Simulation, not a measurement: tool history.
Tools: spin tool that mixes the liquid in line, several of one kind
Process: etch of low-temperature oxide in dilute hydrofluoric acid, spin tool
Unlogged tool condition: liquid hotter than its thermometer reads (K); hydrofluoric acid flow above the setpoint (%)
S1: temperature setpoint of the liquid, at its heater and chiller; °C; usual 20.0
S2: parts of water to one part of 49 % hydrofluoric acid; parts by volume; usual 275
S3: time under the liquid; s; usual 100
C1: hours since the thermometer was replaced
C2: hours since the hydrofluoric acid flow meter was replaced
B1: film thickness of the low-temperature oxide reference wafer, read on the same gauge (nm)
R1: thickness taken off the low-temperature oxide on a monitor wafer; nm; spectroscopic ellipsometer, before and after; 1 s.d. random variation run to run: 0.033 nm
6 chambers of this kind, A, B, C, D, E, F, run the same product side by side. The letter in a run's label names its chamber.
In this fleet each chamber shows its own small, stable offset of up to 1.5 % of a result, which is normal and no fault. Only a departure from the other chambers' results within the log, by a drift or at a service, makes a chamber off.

run 1C hour=3.3 | S1=20.0 S2=275 S3=100 | C1=2314.1 C2=85.5 | B1=49.999 | R1=5.5250
-- hour=5.3 chamber E: hydrofluoric acid flow meter replaced
run 2F hour=7.0 | S1=20.0 S2=275 S3=100 | C1=744.2 C2=878.9 | B1=50.017 | R1=5.5537
run 3A hour=11.3 | S1=20.0 S2=275 S3=100 | C1=32.3 C2=398.5 | B1=49.975 | R1=5.5397
run 4D hour=15.6 | S1=20.0 S2=275 S3=100 | C1=1095.0 C2=942.2 | B1=50.009 | R1=5.5080
run 5B hour=21.3 | S1=20.0 S2=275 S3=100 | C1=866.8 C2=1154.6 | B1=49.967 | R1=5.5388
run 6E hour=24.0 | S1=20.0 S2=275 S3=100 | C1=181.5 C2=18.8 | B1=49.978 | R1=5.5410
run 7F hour=27.4 | S1=20.0 S2=275 S3=100 | C1=764.6 C2=899.3 | B1=50.006 | R1=5.4685
run 8B hour=31.9 | S1=20.0 S2=275 S3=100 | C1=877.4 C2=1165.2 | B1=50.036 | R1=5.5507
run 9A hour=37.1 | S1=17.0 S2=275 S3=100 | C1=58.1 C2=424.3 | B1=50.005 | R1=4.8874
run 10C hour=40.1 | S1=17.0 S2=275 S3=100 | C1=2350.9 C2=122.3 | B1=50.004 | R1=4.9083
run 11D hour=42.6 | S1=17.0 S2=275 S3=100 | C1=1122.0 C2=969.2 | B1=49.993 | R1=4.9310
run 12E hour=45.3 | S1=17.0 S2=275 S3=100 | C1=202.8 C2=40.1 | B1=50.021 | R1=4.8872
run 13E hour=48.0 | S1=17.0 S2=275 S3=100 | C1=205.5 C2=42.8 | B1=50.011 | R1=4.9578
run 14A hour=52.8 | S1=17.0 S2=275 S3=100 | C1=73.8 C2=440.0 | B1=49.987 | R1=4.8969
run 15D hour=57.2 | S1=20.0 S2=275 S3=100 | C1=1136.6 C2=983.8 | B1=50.046 | R1=5.4487
run 16B hour=61.2 | S1=20.0 S2=275 S3=100 | C1=906.7 C2=1194.5 | B1=50.019 | R1=5.6823
run 17C hour=66.8 | S1=20.0 S2=275 S3=100 | C1=2377.6 C2=149.0 | B1=49.997 | R1=5.4086
run 18F hour=71.5 | S1=20.0 S2=275 S3=100 | C1=808.7 C2=943.4 | B1=50.039 | R1=5.4882
run 19C hour=75.6 | S1=20.0 S2=275 S3=100 | C1=2386.4 C2=157.8 | B1=49.999 | R1=5.4659
-- hour=80.9 chamber A: hydrofluoric acid flow meter replaced
run 20B hour=80.9 | S1=20.0 S2=275 S3=100 | C1=926.4 C2=1214.2 | B1=50.005 | R1=5.6161
run 21D hour=84.6 | S1=20.0 S2=275 S3=100 | C1=1164.0 C2=1011.2 | B1=50.017 | R1=5.4286
run 22A hour=87.2 | S1=20.0 S2=275 S3=100 | C1=108.2 C2=6.3 | B1=49.966 | R1=5.4909
run 23F hour=91.2 | S1=20.0 S2=275 S3=100 | C1=828.4 C2=963.1 | B1=49.989 | R1=5.5085
run 24E hour=94.5 | S1=20.0 S2=275 S3=100 | C1=252.0 C2=89.3 | B1=49.994 | R1=5.4699
run 25E hour=99.3 | S1=20.0 S2=275 S3=100 | C1=256.8 C2=94.1 | B1=49.985 | R1=5.5475
run 26A hour=103.8 | S1=20.0 S2=320 S3=100 | C1=124.8 C2=22.9 | B1=50.015 | R1=4.5176
run 27D hour=107.2 | S1=20.0 S2=320 S3=100 | C1=1186.6 C2=1033.8 | B1=49.994 | R1=4.4931
run 28F hour=110.1 | S1=20.0 S2=320 S3=100 | C1=847.3 C2=982.0 | B1=49.985 | R1=4.5459
run 29B hour=114.7 | S1=20.0 S2=320 S3=100 | C1=960.2 C2=1248.0 | B1=49.993 | R1=4.7404
run 30C hour=117.3 | S1=20.0 S2=320 S3=100 | C1=2428.1 C2=199.5 | B1=49.992 | R1=4.4627
run 31F hour=120.1 | S1=20.0 S2=320 S3=100 | C1=857.3 C2=992.0 | B1=50.001 | R1=4.5228
run 32C hour=125.1 | S1=20.0 S2=275 S3=70 | C1=2435.9 C2=207.3 | B1=49.998 | R1=3.8450
run 33B hour=128.9 | S1=20.0 S2=275 S3=70 | C1=974.4 C2=1262.2 | B1=50.020 | R1=4.0355
run 34E hour=132.7 | S1=20.0 S2=275 S3=70 | C1=290.2 C2=127.5 | B1=49.987 | R1=3.8830
run 35A hour=135.6 | S1=20.0 S2=275 S3=70 | C1=156.6 C2=54.7 | B1=49.991 | R1=3.8339
run 36D hour=139.6 | S1=20.0 S2=275 S3=70 | C1=1219.0 C2=1066.2 | B1=49.991 | R1=3.8306
run 37E hour=145.1 | S1=20.0 S2=275 S3=70 | C1=302.6 C2=139.9 | B1=49.999 | R1=3.8794
run 38D hour=148.8 | S1=20.0 S2=275 S3=100 | C1=1228.2 C2=1075.4 | B1=50.004 | R1=5.4542
run 39A hour=151.6 | S1=22.0 S2=275 S3=80 | C1=172.6 C2=70.7 | B1=49.960 | R1=4.7329

Read the log: is a single chamber off, either drifting away or since a service, is the gauge that measures every chamber drifting, or is nothing wrong beyond small per-chamber offsets? Name any odd chamber and what most likely caused it.

One chamber, B, drifts off from the rest bit by bit.
Cause: hydrofluoric acid flow above the setpoint (%) = 4.82.
The log might look much the same if the cause were instead: liquid hotter than its thermometer reads (K).

Here are 4 candidates for chamber B's next run, each the usual settings with a change, their results left as question marks. Which one brings its results back in line with what the others give on the usual settings?
Allowed miss from the other chambers' usual-settings mean, per result, to count as in line: R1 0.1200 nm
run 40B-1 hour=155.7 | S1=21.5 S2=275 S3=100 | R1=?
run 40B-2 hour=155.7 | S1=20.5 S2=250 S3=100 | R1=?
run 40B-3 hour=155.7 | S1=20.0 S2=290 S3=100 | R1=?
run 40B-4 hour=155.7 | S1=20.0 S2=295 S3=95 | R1=?

The other chambers' mean on the usual settings: R1 5.4875 nm
run=40B-1 R1=6.1786
run=40B-2 R1=6.7036
run=40B-3 R1=5.4745
run=40B-4 R1=5.0902
40B-3 brings the chamber back in line.
